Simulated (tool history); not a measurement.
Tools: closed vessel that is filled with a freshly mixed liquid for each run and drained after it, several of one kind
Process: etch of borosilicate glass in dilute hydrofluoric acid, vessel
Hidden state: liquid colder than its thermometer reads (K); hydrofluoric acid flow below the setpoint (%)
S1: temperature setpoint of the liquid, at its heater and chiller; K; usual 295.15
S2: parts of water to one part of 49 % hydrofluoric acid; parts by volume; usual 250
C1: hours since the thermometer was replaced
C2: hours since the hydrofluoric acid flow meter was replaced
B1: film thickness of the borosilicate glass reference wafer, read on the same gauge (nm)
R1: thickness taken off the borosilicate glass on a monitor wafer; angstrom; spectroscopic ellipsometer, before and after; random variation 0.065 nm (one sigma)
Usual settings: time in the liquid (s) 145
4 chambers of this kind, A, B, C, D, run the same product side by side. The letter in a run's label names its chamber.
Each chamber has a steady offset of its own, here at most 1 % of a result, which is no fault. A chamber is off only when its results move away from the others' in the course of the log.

Run 1C, hour 12.2: usual settings; C1 410.3; C2 1196.2; B1 80.041. Result: R1 194.55 angstrom.
Run 2A, hour 22.5: usual settings; C1 1400.1; C2 960.6; B1 80.022. Result: R1 193.41 angstrom.
Run 3D, hour 32.9: usual settings; C1 608.1; C2 349.4; B1 79.985. Result: R1 195.51 angstrom.
Run 4B, hour 48.1: usual settings; C1 536.2; C2 228.3; B1 80.018. Result: R1 196.89 angstrom.
Run 5D, hour 62.3: usual settings; C1 637.5; C2 378.8; B1 80.004. Result: R1 195.31 angstrom.
Run 6C, hour 71.6: usual settings; C1 469.7; C2 1255.6; B1 80.008. Result: R1 195.27 angstrom.
Run 7A, hour 81.5: usual settings; C1 1459.1; C2 1019.6; B1 80.02. Result: R1 194.4 angstrom.
Run 8B, hour 94.4: usual settings; C1 582.5; C2 274.6; B1 80.04. Result: R1 198.13 angstrom.
Run 9C, hour 107: usual settings but S2 150 parts by volume, time in the liquid (s) 225; C1 505.1; C2 1291; B1 79.981. Result: R1 560.07 angstrom.
Run 10A, hour 117.7: usual settings but S2 150 parts by volume, time in the liquid (s) 225; C1 1495.3; C2 1055.8; B1 79.976. Result: R1 545.47 angstrom.
At hour 124.9: chamber B: thermometer replaced.
Run 11B, hour 129.4: usual settings but S2 150 parts by volume, time in the liquid (s) 225; C1 4.6; C2 309.6; B1 79.996. Result: R1 558.87 angstrom.
At hour 137.4: chamber C: thermometer replaced.
Run 12D, hour 143.3: usual settings but S2 150 parts by volume, time in the liquid (s) 225; C1 718.5; C2 459.8; B1 80.013. Result: R1 565.89 angstrom.
Run 13C, hour 151.2: usual settings; C1 13.9; C2 1335.2; B1 79.966. Result: R1 196.06 angstrom.
At hour 164.2: chamber A: thermometer replaced.
Run 14B, hour 164.4: usual settings; C1 39.6; C2 344.6; B1 79.977. Result: R1 198.3 angstrom.
Run 15A, hour 180.6: usual settings; C1 16.4; C2 1118.7; B1 79.972. Result: R1 194.2 angstrom.
Run 16D, hour 194.2: usual settings; C1 769.4; C2 510.7; B1 79.99. Result: R1 195.77 angstrom.
Run 17D, hour 207.4: usual settings; C1 782.6; C2 523.9; B1 79.994. Result: R1 195.18 angstrom.
Run 18C, hour 215.1: usual settings; C1 77.8; C2 1399.1; B1 80. Result: R1 195.61 angstrom.
Run 19A, hour 225.5: usual settings; C1 61.3; C2 1163.6; B1 80.023. Result: R1 193.76 angstrom.
Run 20B, hour 239.2: usual settings; C1 114.4; C2 419.4; B1 80.008. Result: R1 197.27 angstrom.
Run 21B, hour 255.8: usual settings; C1 131; C2 436; B1 80. Result: R1 196.88 angstrom.
At hour 262.7: chamber D: hydrofluoric acid flow meter replaced.
Run 22D, hour 263.7: usual settings; C1 838.9; C2 1; B1 80.003. Result: R1 196.26 angstrom.
Run 23A, hour 274.6: usual settings; C1 110.4; C2 1212.7; B1 80.009. Result: R1 194.17 angstrom.
Run 24C, hour 287.8: usual settings; C1 150.5; C2 1471.8; B1 80.001. Result: R1 196.02 angstrom.
Run 25A, hour 300.9: usual settings; C1 136.7; C2 1239; B1 80.013. Result: R1 194.98 angstrom.
Run 26C, hour 312: usual settings; C1 174.7; C2 1496; B1 80.024. Result: R1 194.84 angstrom.
Run 27B, hour 321: usual settings; C1 196.2; C2 501.2; B1 80.01. Result: R1 197.28 angstrom.
Run 28D, hour 337.1: usual settings; C1 912.3; C2 74.4; B1 79.984. Result: R1 195.51 angstrom.
Run 29A, hour 349.3: usual settings; C1 185.1; C2 1287.4; B1 80.023. Result: R1 194.22 angstrom.
Run 30D, hour 357.5: usual settings; C1 932.7; C2 94.8; B1 80.006. Result: R1 196.51 angstrom.

Is one chamber off against the others, does the gauge drift, or is nothing wrong? If a chamber is off, say which, and what the likeliest cause is.

No chamber stands off beyond its own small offset, and the gauge holds steady.
